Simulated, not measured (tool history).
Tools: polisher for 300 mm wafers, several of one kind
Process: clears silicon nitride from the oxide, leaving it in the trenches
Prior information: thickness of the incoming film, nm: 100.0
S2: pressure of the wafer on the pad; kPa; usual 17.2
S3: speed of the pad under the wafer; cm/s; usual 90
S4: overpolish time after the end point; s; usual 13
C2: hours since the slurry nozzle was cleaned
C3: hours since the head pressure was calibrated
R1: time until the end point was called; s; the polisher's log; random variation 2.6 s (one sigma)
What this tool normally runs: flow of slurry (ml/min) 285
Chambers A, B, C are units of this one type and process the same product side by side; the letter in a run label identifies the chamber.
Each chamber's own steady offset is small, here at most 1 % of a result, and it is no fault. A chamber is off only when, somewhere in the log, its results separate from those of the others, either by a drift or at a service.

At day 0.058: chamber B: worn pad replaced by a new one.
Run 1B, day 0.496: usual settings; wafers polished on this pad 53; C2 346.4; C3 692.6. Result: R1 155.7 s.
Run 2A, day 0.858: usual settings; wafers polished on this pad 1108; C2 319.3; C3 62.2. Result: R1 161.67 s.
Run 3C, day 1.333: usual settings; wafers polished on this pad 1137; C2 532.5; C3 45.6. Result: R1 161.02 s.
Run 4B, day 1.621: usual settings; wafers polished on this pad 191; C2 373.4; C3 719.6. Result: R1 157.93 s.
At day 1.967: chamber C: worn pad replaced by a new one.
Run 5A, day 2.242: usual settings; wafers polished on this pad 1278; C2 352.5; C3 95.4. Result: R1 160.17 s.
At day 2.604: chamber A: worn pad replaced by a new one.
Run 6C, day 2.8: usual settings; wafers polished on this pad 102; C2 567.7; C3 80.8. Result: R1 159.11 s.
Run 7C, day 3.292: usual settings but S3 74 cm/s; wafers polished on this pad 162; C2 579.5; C3 92.6. Result: R1 186.61 s.
At day 3.546: chamber A: slurry nozzle cleaned.
Run 8B, day 3.829: usual settings but S3 74 cm/s; wafers polished on this pad 462; C2 426.4; C3 772.6. Result: R1 187.1 s.
Run 9A, day 4.312: usual settings but S3 74 cm/s; wafers polished on this pad 209; C2 18.4; C3 145.1. Result: R1 192.33 s.
Run 10B, day 4.933: usual settings; wafers polished on this pad 598; C2 452.9; C3 799.1. Result: R1 160.67 s.
Run 11C, day 5.558: usual settings; wafers polished on this pad 440; C2 633.9; C3 147. Result: R1 157.48 s.
Run 12A, day 6.212: usual settings; wafers polished on this pad 442; C2 64; C3 190.7. Result: R1 153.14 s.
Run 13C, day 6.512: usual settings; wafers polished on this pad 557; C2 656.8; C3 169.9. Result: R1 155.43 s.
At day 6.717: chamber B: worn pad replaced by a new one.
Run 14A, day 7.079: usual settings; wafers polished on this pad 549; C2 84.8; C3 211.5. Result: R1 157.01 s.
Run 15B, day 7.646: usual settings; wafers polished on this pad 114; C2 518; C3 864.2. Result: R1 159.21 s.
Run 16C, day 8.304: usual settings; wafers polished on this pad 777; C2 699.8; C3 212.9. Result: R1 164.52 s.
Run 17A, day 8.6: usual settings; wafers polished on this pad 735; C2 121.3; C3 248. Result: R1 156.81 s.
Run 18B, day 9.192: usual settings; wafers polished on this pad 303; C2 555.1; C3 901.3. Result: R1 161.08 s.
Run 19B, day 9.717: usual settings; wafers polished on this pad 368; C2 567.7; C3 913.9. Result: R1 160.54 s.
Run 20A, day 10.117: usual settings; wafers polished on this pad 921; C2 157.7; C3 284.4. Result: R1 161.64 s.
At day 10.196: chamber B: slurry nozzle cleaned.
Run 21C, day 10.633: usual settings; wafers polished on this pad 1063; C2 755.7; C3 268.8. Result: R1 154.26 s.
Run 22B, day 11.238: usual settings; wafers polished on this pad 554; C2 25; C3 950.4. Result: R1 159.19 s.
Run 23C, day 11.612: usual settings but S2 20 kPa; wafers polished on this pad 1183; C2 779.2; C3 292.3. Result: R1 137.55 s.
Run 24A, day 11.954: usual settings but S2 20 kPa; wafers polished on this pad 1147; C2 201.8; C3 328.5. Result: R1 137.18 s.
Run 25B, day 12.288: usual settings but S2 20 kPa; wafers polished on this pad 683; C2 50.2; C3 975.6. Result: R1 135.98 s.
At day 12.342: chamber A: worn pad replaced by a new one.
At day 12.6: chamber C: worn pad replaced by a new one.
Run 26A, day 12.638: usual settings; wafers polished on this pad 36; C2 218.2; C3 344.9. Result: R1 154.97 s.
At day 12.892: chamber B: worn pad replaced by a new one.
Run 27C, day 13.154: usual settings; wafers polished on this pad 68; C2 816.2; C3 329.3. Result: R1 159.75 s.
Run 28B, day 13.567: usual settings; wafers polished on this pad 82; C2 80.9; C3 1006.3. Result: R1 160.31 s.
Run 29A, day 13.95: usual settings; wafers polished on this pad 197; C2 249.7; C3 376.4. Result: R1 157.61 s.
Run 30C, day 14.25: usual settings but flow of slurry (ml/min) 340, S3 80 cm/s; wafers polished on this pad 202; C2 842.5; C3 355.6. Result: R1 176.56 s.
Run 31A, day 14.742: usual settings but flow of slurry (ml/min) 340, S3 80 cm/s; wafers polished on this pad 294; C2 268.7; C3 395.4. Result: R1 175.72 s.
Run 32C, day 15.192: usual settings but flow of slurry (ml/min) 340, S3 80 cm/s; wafers polished on this pad 318; C2 865.1; C3 378.2. Result: R1 171.92 s.
Run 33B, day 15.654: usual settings; wafers polished on this pad 338; C2 131; C3 1056.4. Result: R1 156.12 s.
Run 34C, day 16.288: usual settings; wafers polished on this pad 452; C2 891.4; C3 404.5. Result: R1 155.01 s.
Run 35A, day 16.658: usual settings but S2 22.8 kPa; wafers polished on this pad 529; C2 314.7; C3 441.4. Result: R1 120.91 s.
Run 36B, day 16.967: usual settings but S2 22.8 kPa; wafers polished on this pad 499; C2 162.5; C3 1087.9. Result: R1 119.23 s.
Run 37B, day 17.362: usual settings but S2 22.8 kPa; wafers polished on this pad 548; C2 172; C3 1097.4. Result: R1 115.25 s.
Run 38A, day 17.796: usual settings; wafers polished on this pad 669; C2 342; C3 468.7. Result: R1 158.56 s.

One chamber off, gauge drift, or nothing amiss beyond the chambers' own small offsets? If it is a chamber, which one, and what is the likeliest cause?

Neither any chamber nor the gauge drifts; the chambers differ only by their own small, steady offsets.
